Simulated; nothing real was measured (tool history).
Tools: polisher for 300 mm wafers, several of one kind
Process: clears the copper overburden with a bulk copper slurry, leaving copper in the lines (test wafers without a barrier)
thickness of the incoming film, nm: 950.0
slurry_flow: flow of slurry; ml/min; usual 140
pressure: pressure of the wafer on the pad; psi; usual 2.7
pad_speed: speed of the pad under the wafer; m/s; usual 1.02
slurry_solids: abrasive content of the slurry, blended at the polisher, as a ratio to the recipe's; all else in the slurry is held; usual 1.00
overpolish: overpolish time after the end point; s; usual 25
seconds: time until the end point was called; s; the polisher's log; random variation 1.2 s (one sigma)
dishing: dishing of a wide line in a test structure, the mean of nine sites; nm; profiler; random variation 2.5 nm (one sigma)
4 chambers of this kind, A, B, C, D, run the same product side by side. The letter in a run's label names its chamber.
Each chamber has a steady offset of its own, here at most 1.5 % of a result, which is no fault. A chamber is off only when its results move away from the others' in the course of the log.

run	day	slurry_flow	pressure	pad_speed	slurry_solids	overpolish	seconds	dishing
1C	0.325	140	2.7	1.02	1.00	25	105.040	117.75
# day 0.562: chamber B: slurry blender recalibrated
2A	0.600	140	2.7	1.02	1.00	25	105.420	115.68
3D	0.829	140	2.7	1.02	1.00	25	104.230	116.70
# day 0.917: chamber C: slurry blender recalibrated
4B	1.012	140	2.7	1.02	1.00	25	101.960	110.13
5B	1.229	140	2.7	1.02	1.00	25	102.900	119.29
# day 1.283: chamber C: worn pad replaced by a new one
6C	1.425	140	2.7	1.02	1.00	25	106.550	110.93
7A	1.754	140	2.7	1.02	1.00	25	104.180	119.35
8D	1.938	140	2.7	1.02	1.00	25	103.090	113.17
9B	2.250	140	2.7	1.02	1.00	25	103.220	110.72
10C	2.512	140	2.7	1.02	1.00	25	102.980	114.17
11D	2.821	140	2.7	1.02	1.00	25	104.100	117.22
12A	3.008	140	2.7	1.02	1.00	25	102.830	114.66
# day 3.067: chamber D: worn pad replaced by a new one
13B	3.275	140	2.7	1.02	1.00	25	103.790	111.52
# day 3.579: chamber A: worn pad replaced by a new one
14C	3.675	140	2.7	1.02	1.00	25	103.390	112.95
15D	4.029	140	2.7	1.02	1.00	25	102.750	114.33
16A	4.300	105	2.7	1.02	1.00	25	107.860	117.38
17D	4.562	105	2.7	1.02	1.00	25	108.340	107.91
18C	4.767	105	2.7	1.02	1.00	25	108.620	107.69
19B	4.971	105	2.7	1.02	1.00	25	110.240	108.31
20A	5.258	185	2.7	1.02	1.25	25	90.057	127.63
# day 5.317: chamber D: slurry nozzle cleaned
21C	5.467	185	2.7	1.02	1.25	25	94.917	117.96
22B	5.867	185	2.7	1.02	1.25	25	94.494	121.78
23A	6.250	185	2.7	1.02	1.25	25	87.892	126.64
# day 6.396: chamber C: slurry nozzle cleaned
24D	6.654	140	2.7	1.02	1.00	25	102.660	110.26
25B	6.850	140	2.7	1.02	1.00	25	103.200	112.80
26D	7.046	140	2.7	1.02	1.00	25	100.870	116.61
# day 7.138: chamber C: slurry blender recalibrated
27A	7.312	140	2.7	1.02	1.00	25	95.132	122.93
28C	7.696	140	2.7	1.02	1.00	25	101.720	112.12
# day 7.858: chamber C: worn pad replaced by a new one
# day 7.929: chamber B: worn pad replaced by a new one
29C	8.092	140	2.7	1.02	1.00	25	103.730	110.62
30B	8.479	140	2.7	1.02	1.00	25	101.770	111.51

Next, every chamber runs the same settings. What will each give?
31A	8.775	140	2.7	1.02	1.00	25	?	?
31B	8.775	140	2.7	1.02	1.00	25	?	?
31C	8.775	140	2.7	1.02	1.00	25	?	?
31D	8.775	140	2.7	1.02	1.00	25	?	?

run	seconds	dishing
31A	93.553	125.76
31B	103.160	120.45
31C	104.610	116.10
31D	103.880	111.62
